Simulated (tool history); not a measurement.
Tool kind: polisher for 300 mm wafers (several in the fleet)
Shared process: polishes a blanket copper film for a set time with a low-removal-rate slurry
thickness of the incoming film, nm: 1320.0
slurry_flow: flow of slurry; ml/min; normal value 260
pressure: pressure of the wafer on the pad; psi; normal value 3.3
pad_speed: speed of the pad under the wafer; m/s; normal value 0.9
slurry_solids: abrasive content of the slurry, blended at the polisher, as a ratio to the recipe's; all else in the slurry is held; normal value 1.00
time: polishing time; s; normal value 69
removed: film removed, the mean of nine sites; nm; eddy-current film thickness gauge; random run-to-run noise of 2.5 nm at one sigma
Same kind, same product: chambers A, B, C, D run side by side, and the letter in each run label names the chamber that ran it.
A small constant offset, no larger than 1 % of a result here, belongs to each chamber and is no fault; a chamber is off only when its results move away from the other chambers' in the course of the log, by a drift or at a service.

run   hour  slurry_flow  pressure  pad_speed  slurry_solids  time  wafers polished on this pad  hours since the slurry nozzle was cleaned  hours since the head pressure was calibrated  hours since the slurry blender was calibrated  removed
       2.5  -- chamber C: worn pad replaced by a new one
 1B    4.7          260       3.3        0.9           1.00    69                         1081                                       30.6                                         459.7                                           54.3   223.52
       8.3  -- chamber A: worn pad replaced by a new one
       9.0  -- chamber B: worn pad replaced by a new one
 2A   12.7          260       3.3        0.9           1.00    69                           66                                       21.3                                         683.2                                          297.0   230.16
 3D   17.3          260       3.3        0.9           1.00    69                          455                                       77.9                                          89.2                                          247.4   230.46
 4C   21.6          260       3.3        0.9           1.00    69                          284                                      360.9                                         790.6                                          306.8   229.86
 5D   28.0          260       3.3        0.9           1.00    69                          614                                       88.6                                          99.9                                          258.1   225.70
 6A   36.9          260       3.3        0.9           1.00    58                          426                                       45.5                                         707.4                                          321.2   192.66
      42.0  -- chamber D: worn pad replaced by a new one
 7B   45.9          260       3.3        0.9           1.00    58                          548                                       71.8                                         500.9                                           95.5   190.98
 8C   53.0          260       3.3        0.9           1.00    58                          751                                      392.3                                         822.0                                          338.2   197.27
      57.8  -- chamber A: slurry blender recalibrated
 9C   62.6          260       3.3        0.9           1.00    58                          894                                      401.9                                         831.6                                          347.8   195.89
10D   72.3          260       3.3        0.9           1.00    69                          451                                      132.9                                         144.2                                          302.4   227.01
11A   78.0          260       3.3        0.9           0.85    69                         1037                                       86.6                                         748.5                                           20.2   223.42
      79.1  -- chamber A: worn pad replaced by a new one
      82.8  -- chamber B: worn pad replaced by a new one
12B   83.7          260       3.3        0.9           0.85    69                           13                                      109.6                                         538.7                                          133.3   224.66
13A   91.0          260       3.3        0.9           0.85    69                          177                                       99.6                                         761.5                                           33.2   222.14
      96.8  -- chamber C: worn pad replaced by a new one
      98.5  -- chamber C: head pressure recalibrated
     100.7  -- chamber D: worn pad replaced by a new one
14C  100.8          260       3.3        0.9           0.85    69                           59                                      440.1                                           2.4                                          386.0   218.01
15B  105.1          260       3.3        0.9           1.00    69                          332                                      131.0                                         560.1                                          154.7   228.11
16D  110.8          260       3.3        0.9           1.00    69                          151                                      171.4                                         182.7                                          340.9   224.17
17D  115.1          260       3.3        0.9           1.00    69                          215                                      175.7                                         187.0                                          345.2   227.35
18A  121.8          260       4.4        0.9           1.00    83                          635                                      130.4                                         792.3                                           64.0   370.74
19C  128.6          260       4.4        0.9           1.00    83                          473                                      467.9                                          30.2                                          413.8   378.90
20B  136.3          260       4.4        0.9           1.00    83                          796                                      162.2                                         591.3                                          185.9   362.61
21D  142.6          260       4.4        0.9           1.00    83                          624                                      203.2                                         214.5                                          372.7   360.23
     149.6  -- chamber A: worn pad replaced by a new one
     151.7  -- chamber B: worn pad replaced by a new one
     151.7  -- chamber D: slurry blender recalibrated
22B  151.7          260       3.3        0.9           1.00    69                            0                                      177.6                                         606.7                                          201.3   223.52
23A  158.3          260       3.3        0.9           1.00    69                          130                                      166.9                                         828.8                                          100.5   228.05
24C  164.4          260       3.3        0.9           1.00    69                         1005                                      503.7                                          66.0                                          449.6   224.90
     168.2  -- chamber D: worn pad replaced by a new one
25A  170.1          260       3.3        0.9           1.00    69                          305                                      178.7                                         840.6                                          112.3   230.38
26B  176.7          260       3.3        0.9           1.00    69                          372                                      202.6                                         631.7                                          226.3   226.12
27D  182.6          260       3.3        0.9           1.00    69                          214                                      243.2                                         254.5                                           31.0   227.75
28C  191.7          260       3.3        0.9           1.00    69                         1411                                      531.0                                          93.3                                          476.9   229.02
     192.2  -- chamber C: worn pad replaced by a new one
29C  199.1          225       3.3        0.9           1.00    69                          103                                      538.4                                         100.7                                          484.3   224.61
30B  203.9          225       3.3        0.9           1.00    69                          777                                      229.8                                         658.9                                          253.5   218.46
31A  210.5          225       3.3        0.9           1.00    69                          906                                      219.1                                         881.0                                          152.7   223.41
32D  216.5          225       3.3        0.9           1.00    69                          718                                      277.1                                         288.4                                           64.9   226.52
33C  220.8          260       3.3        0.9           1.00    69                          426                                      560.1                                         122.4                                          506.0   228.01
     221.2  -- chamber C: slurry blender recalibrated
     222.0  -- chamber A: worn pad replaced by a new one
     229.6  -- chamber D: worn pad replaced by a new one
34A  230.3          260       3.3        0.9           1.00    69                          124                                      238.9                                         900.8                                          172.5   228.85
35D  235.3          260       3.3        0.9           1.00    69                           84                                      295.9                                         307.2                                           83.7   223.84
     241.3  -- chamber B: worn pad replaced by a new one
     242.9  -- chamber A: slurry nozzle cleaned
36B  245.2          260       3.3        0.9           1.00    69                           59                                      271.1                                         700.2                                          294.8   218.49
37A  253.7          260       3.3        0.9           1.00    69                          472                                       10.9                                         924.2                                          195.9   233.34
38B  258.2          260       3.3        0.9           1.00    69                          252                                      284.1                                         713.2                                          307.8   213.78
39C  266.5          260       3.3        0.9           1.00    69                         1106                                      605.8                                         168.1                                           45.3   227.18
40D  274.1          260       3.3        0.9           1.00    69                          661                                      334.7                                         346.0                                          122.5   223.91
41D  279.1          260       3.3        0.9           1.00    69                          736                                      339.7                                         351.0                                          127.5   226.83
     282.4  -- chamber C: worn pad replaced by a new one
42A  285.7          260       3.3        0.9           1.00    69                          948                                       42.9                                         956.2                                          227.9   228.46
     291.7  -- chamber B: slurry blender recalibrated
43C  294.5          260       3.3        0.9           1.00    69                          180                                      633.8                                         196.1                                           73.3   225.25
44B  300.1          260       4.4        0.9           1.20    69                          875                                      326.0                                         755.1                                            8.4   294.20

For the next run the whole fleet of 4 chambers uses the same settings. Give each chamber's results:
45A  307.1          260       3.3        0.9           1.00    69                                                                                                                                                                             ?
45B  307.1          260       3.3        0.9           1.00    69                                                                                                                                                                             ?
45C  307.1          260       3.3        0.9           1.00    69                                                                                                                                                                             ?
45D  307.1          260       3.3        0.9           1.00    69                                                                                                                                                                             ?

run  removed
45A   230.37
45B   208.55
45C   227.73
45D   228.47

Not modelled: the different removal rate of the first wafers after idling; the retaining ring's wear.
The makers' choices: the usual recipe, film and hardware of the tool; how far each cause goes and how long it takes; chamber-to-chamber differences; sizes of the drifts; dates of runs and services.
